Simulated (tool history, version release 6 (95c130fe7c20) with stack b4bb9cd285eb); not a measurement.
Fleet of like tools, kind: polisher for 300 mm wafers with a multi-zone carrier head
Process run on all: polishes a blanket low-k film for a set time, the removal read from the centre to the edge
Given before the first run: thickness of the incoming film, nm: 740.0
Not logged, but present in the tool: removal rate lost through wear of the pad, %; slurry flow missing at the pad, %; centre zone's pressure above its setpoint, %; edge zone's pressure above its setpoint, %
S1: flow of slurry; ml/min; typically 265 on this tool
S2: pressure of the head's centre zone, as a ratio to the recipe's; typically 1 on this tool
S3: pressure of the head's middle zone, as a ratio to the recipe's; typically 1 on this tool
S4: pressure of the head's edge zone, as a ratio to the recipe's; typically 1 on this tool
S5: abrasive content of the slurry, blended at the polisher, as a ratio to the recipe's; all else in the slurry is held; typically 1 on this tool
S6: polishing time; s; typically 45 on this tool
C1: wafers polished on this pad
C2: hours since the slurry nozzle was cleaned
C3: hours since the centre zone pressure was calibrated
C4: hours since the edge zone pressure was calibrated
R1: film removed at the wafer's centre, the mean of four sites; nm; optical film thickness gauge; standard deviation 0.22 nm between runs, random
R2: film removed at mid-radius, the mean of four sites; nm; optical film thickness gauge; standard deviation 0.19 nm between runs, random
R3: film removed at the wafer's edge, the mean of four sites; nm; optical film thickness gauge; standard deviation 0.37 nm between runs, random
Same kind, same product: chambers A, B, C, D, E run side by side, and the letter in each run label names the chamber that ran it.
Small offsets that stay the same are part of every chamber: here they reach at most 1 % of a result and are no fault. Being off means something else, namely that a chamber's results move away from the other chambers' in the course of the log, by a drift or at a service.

run	hour	S1	S2	S3	S4	S5	S6	C1	C2	C3	C4	R1	R2	R3
1C	8.3	265	1	1	1	1	45	529	131.1	200.9	372	24.746	25.241	24.3
# hour 13.8: chamber B: centre zone pressure recalibrated
# hour 16.6: chamber B: slurry nozzle cleaned
2E	19.1	265	1	1	1	1	45	484	383.3	79.3	310.1	24.805	24.407	24.397
3A	28.4	265	1	1	1	1	45	528	382.4	1243	385	25.068	24.777	24.006
# hour 32.9: chamber D: worn pad replaced by a new one
4B	42	265	1	1	1	1	45	365	25.4	28.3	63.2	24.723	24.599	25.24
5D	50.3	265	1	1	0.96	1	45	130	230.9	933.4	1007.5	24.845	24.499	23.786
# hour 53.7: chamber C: worn pad replaced by a new one
6A	59.4	265	1	1	0.96	1	45	760	413.4	1274	416	24.462	24.903	24.466
7B	69.8	265	1	1	0.96	1	45	572	53.2	56.1	91	24.594	24.703	23.863
# hour 76.1: chamber E: worn pad replaced by a new one
8C	84	265	1	1	0.96	1	45	226	206.8	276.6	447.7	24.812	24.91	23.86
9D	93.4	265	1	1	0.96	1	45	452	274	976.5	1050.6	24.852	24.034	24.807
# hour 95.4: chamber D: worn pad replaced by a new one
10E	104.8	265	1	1	1	1	45	215	469	165	395.8	24.866	24.631	24.769
# hour 108.9: chamber A: centre zone pressure recalibrated
11B	114.5	265	1	1	1	1	45	906	97.9	100.8	135.7	24.863	24.788	24.918
# hour 123.7: chamber D: edge zone pressure recalibrated
# hour 127.6: chamber B: worn pad replaced by a new one
12A	127.6	265	1	1	1	1	45	1269	481.6	18.8	484.2	24.288	24.323	24.694
13D	136.5	265	1	1	1	1	45	307	317.1	1019.6	12.9	24.722	24.199	25.042
# hour 143.2: chamber C: worn pad replaced by a new one
14C	147.1	265	1	1	1	1	45	29	269.9	339.7	510.8	25.137	24.971	24.693
15E	156.4	265	1	1	1	1	45	600	520.6	216.6	447.4	24.737	24.369	24.287
# hour 168.3: chamber D: worn pad replaced by a new one
16B	170	355	1	1	1	1	53	317	153.4	156.3	191.2	30.424	29.815	29.899
17D	181.7	355	1	1	1	1	53	100	362.3	1064.8	58.1	30.095	29.408	28.734
# hour 186.2: chamber A: slurry nozzle cleaned
# hour 186.6: chamber E: worn pad replaced by a new one
18C	188.4	355	1	1	1	1	53	337	311.2	381	552.1	29.934	30.299	29.605
19A	199.9	355	1	1	1	1	53	1810	13.7	91.1	556.5	29.45	29.06	28.044
20E	207.3	355	1	1	1	1	53	155	571.5	267.5	498.3	30.444	29.79	29.587
# hour 211.8: chamber E: slurry nozzle cleaned
21A	221.1	265	1	1	1	1	45	1968	34.9	112.3	577.7	23.835	24.038	23.888
# hour 228.4: chamber B: slurry nozzle cleaned
# hour 233.5: chamber D: worn pad replaced by a new one
22C	235.2	315	1	1	1	0.75	45	687	358	427.8	598.9	21.916	22.194	21.424
23D	248.6	315	1	1	1	0.75	45	113	429.2	1131.7	125	21.562	21.605	21.136
# hour 252.6: chamber C: worn pad replaced by a new one
24B	259.6	315	1	1	1	0.75	45	986	31.3	245.9	280.8	22.021	22.102	21.472
# hour 263.6: chamber B: worn pad replaced by a new one
25E	266.8	315	1	1	1	0.75	45	599	55.1	327	557.8	21.535	21.787	21.458
26E	278.8	315	1	1	1	0.75	45	689	67.1	339	569.8	22.025	21.5	20.999
27C	286.7	265	1	1	1	1	45	254	409.5	479.3	650.4	24.576	24.948	24.569
28D	299.5	265	1	1	1	1	45	493	480.1	1182.6	175.9	24.731	24.042	24.623
# hour 308.9: chamber D: worn pad replaced by a new one
29B	310.7	265	1	1	1	1	45	352	82.4	297	331.9	25.077	25.031	24.196
30A	318.1	265	1	1	1	1	45	2693	131.9	209.3	674.7	23.629	23.132	23.41
# hour 322.5: chamber C: slurry nozzle cleaned
31C	327.8	265	1	1	1	1	45	562	5.3	520.4	691.5	24.581	24.853	24.271
32D	334.3	265	1	1	1	1	45	190	514.9	1217.4	210.7	24.68	24.311	24.643
33B	345.7	265	1	1	1	1	45	613	117.4	332	366.9	24.503	24.885	24.736

For the next run the whole fleet of 5 chambers uses the same settings. Give each chamber's results:
34A	356.4	265	1	1	0.89	1	45					?	?	?
34B	356.4	265	1	1	0.89	1	45					?	?	?
34C	356.4	265	1	1	0.89	1	45					?	?	?
34D	356.4	265	1	1	0.89	1	45					?	?	?
34E	356.4	265	1	1	0.89	1	45					?	?	?

run	R1	R2	R3
34A	22.959	22.582	21.323
34B	24.625	24.665	23.235
34C	25.04	24.765	22.799
34D	24.665	24.155	23.161
34E	24.681	24.753	23.901
